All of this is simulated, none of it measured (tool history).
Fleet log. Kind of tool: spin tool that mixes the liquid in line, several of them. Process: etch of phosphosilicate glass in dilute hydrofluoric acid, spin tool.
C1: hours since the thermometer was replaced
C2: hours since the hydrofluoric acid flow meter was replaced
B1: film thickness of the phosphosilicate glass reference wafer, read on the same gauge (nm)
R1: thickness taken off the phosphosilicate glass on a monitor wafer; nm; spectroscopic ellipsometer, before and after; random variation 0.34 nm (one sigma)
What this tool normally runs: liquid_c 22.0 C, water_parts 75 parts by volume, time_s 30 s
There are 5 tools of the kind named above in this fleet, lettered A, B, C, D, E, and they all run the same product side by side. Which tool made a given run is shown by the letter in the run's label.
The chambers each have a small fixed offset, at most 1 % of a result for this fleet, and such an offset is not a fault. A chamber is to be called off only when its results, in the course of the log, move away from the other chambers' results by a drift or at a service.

Run 1C, hour 5.4: usual settings; C1 1080.0; C2 1125.6; B1 50.011. Result: R1 60.571 nm.
Run 2D, hour 9.0: usual settings; C1 871.5; C2 895.8; B1 50.023. Result: R1 60.927 nm.
Run 3B, hour 13.1: usual settings; C1 742.6; C2 150.3; B1 50.012. Result: R1 60.359 nm.
Run 4E, hour 16.0: usual settings; C1 427.7; C2 1235.1; B1 50.007. Result: R1 60.922 nm.
Run 5A, hour 21.8: usual settings; C1 414.4; C2 405.9; B1 49.966. Result: R1 60.377 nm.
Run 6C, hour 25.4: usual settings; C1 1100.0; C2 1145.6; B1 49.988. Result: R1 60.622 nm.
At hour 26.8: chamber B: thermometer replaced.
Run 7D, hour 30.1: usual settings; C1 892.6; C2 916.9; B1 50.028. Result: R1 60.439 nm.
Run 8B, hour 36.1: usual settings; C1 9.4; C2 173.3; B1 49.975. Result: R1 60.854 nm.
Run 9A, hour 40.1: usual settings; C1 432.7; C2 424.2; B1 50.017. Result: R1 60.279 nm.
Run 10E, hour 45.4: usual settings; C1 457.1; C2 1264.5; B1 50.022. Result: R1 60.321 nm.
Run 11D, hour 48.4: usual settings; C1 910.9; C2 935.2; B1 49.980. Result: R1 60.676 nm.
Run 12B, hour 51.5: usual settings; C1 24.8; C2 188.7; B1 49.994. Result: R1 60.743 nm.
Run 13A, hour 55.5: usual settings; C1 448.1; C2 439.6; B1 49.963. Result: R1 60.496 nm.
Run 14C, hour 60.6: usual settings; C1 1135.2; C2 1180.8; B1 50.021. Result: R1 60.853 nm.
Run 15E, hour 64.6: usual settings; C1 476.3; C2 1283.7; B1 50.003. Result: R1 61.237 nm.
Run 16E, hour 70.9: usual settings but liquid_c 18.5 C; C1 482.6; C2 1290.0; B1 50.001. Result: R1 52.805 nm.
Run 17A, hour 75.8: usual settings but liquid_c 18.5 C; C1 468.4; C2 459.9; B1 50.003. Result: R1 52.800 nm.
Run 18C, hour 79.2: usual settings but liquid_c 18.5 C; C1 1153.8; C2 1199.4; B1 50.009. Result: R1 52.103 nm.
Run 19B, hour 83.5: usual settings but liquid_c 18.5 C; C1 56.8; C2 220.7; B1 50.012. Result: R1 52.355 nm.
Run 20D, hour 86.6: usual settings but liquid_c 18.5 C; C1 949.1; C2 973.4; B1 49.973. Result: R1 52.111 nm.
Run 21E, hour 92.8: usual settings but water_parts 45 parts by volume; C1 504.5; C2 1311.9; B1 49.991. Result: R1 106.560 nm.
Run 22D, hour 98.6: usual settings but water_parts 45 parts by volume; C1 961.1; C2 985.4; B1 50.016. Result: R1 105.110 nm.
Run 23B, hour 104.0: usual settings but water_parts 45 parts by volume; C1 77.3; C2 241.2; B1 50.040. Result: R1 105.690 nm.
Run 24C, hour 109.0: usual settings but water_parts 45 parts by volume; C1 1183.6; C2 1229.2; B1 49.953. Result: R1 104.660 nm.
Run 25A, hour 115.0: usual settings but water_parts 45 parts by volume; C1 507.6; C2 499.1; B1 49.968. Result: R1 105.480 nm.
Run 26B, hour 120.3: usual settings but time_s 45 s; C1 93.6; C2 257.5; B1 50.013. Result: R1 91.086 nm.
Run 27A, hour 126.4: usual settings but time_s 45 s; C1 519.0; C2 510.5; B1 49.997. Result: R1 90.526 nm.
Run 28E, hour 130.7: usual settings but time_s 45 s; C1 542.4; C2 1349.8; B1 50.010. Result: R1 91.318 nm.
Run 29C, hour 136.8: usual settings but time_s 45 s; C1 1211.4; C2 1257.0; B1 49.994. Result: R1 90.940 nm.
Run 30D, hour 141.4: usual settings but time_s 45 s; C1 1003.9; C2 1028.2; B1 50.010. Result: R1 90.641 nm.
Run 31A, hour 144.5: usual settings; C1 537.1; C2 528.6; B1 49.985. Result: R1 59.746 nm.
Run 32D, hour 149.4: usual settings; C1 1011.9; C2 1036.2; B1 49.955. Result: R1 60.375 nm.
Run 33B, hour 152.5: usual settings; C1 125.8; C2 289.7; B1 50.030. Result: R1 60.692 nm.
Run 34E, hour 156.3: usual settings; C1 568.0; C2 1375.4; B1 50.019. Result: R1 61.118 nm.
At hour 158.1: chamber C: thermometer replaced.
Run 35C, hour 162.2: usual settings but time_s 45 s; C1 4.2; C2 1282.4; B1 49.971. Result: R1 90.674 nm.
Run 36E, hour 167.3: usual settings but time_s 45 s; C1 579.0; C2 1386.4; B1 49.972. Result: R1 91.294 nm.
Run 37D, hour 170.2: usual settings but time_s 45 s; C1 1032.7; C2 1057.0; B1 49.988. Result: R1 90.943 nm.
Run 38A, hour 174.3: usual settings but time_s 45 s; C1 566.9; C2 558.4; B1 50.024. Result: R1 90.670 nm.
Run 39B, hour 177.1: usual settings but time_s 45 s; C1 150.4; C2 314.3; B1 49.999. Result: R1 90.688 nm.
Run 40C, hour 180.6: usual settings; C1 22.6; C2 1300.8; B1 49.990. Result: R1 60.626 nm.
Run 41B, hour 183.4: usual settings but liquid_c 25.5 C; C1 156.7; C2 320.6; B1 50.017. Result: R1 70.509 nm.

Is one chamber out of step, is the gauge drifting, or do the chambers differ by no more than their own small offsets? For an off chamber, give its letter and the likeliest cause.

Nothing is wrong: each chamber keeps only its own small, steady offset and the gauge holds still.
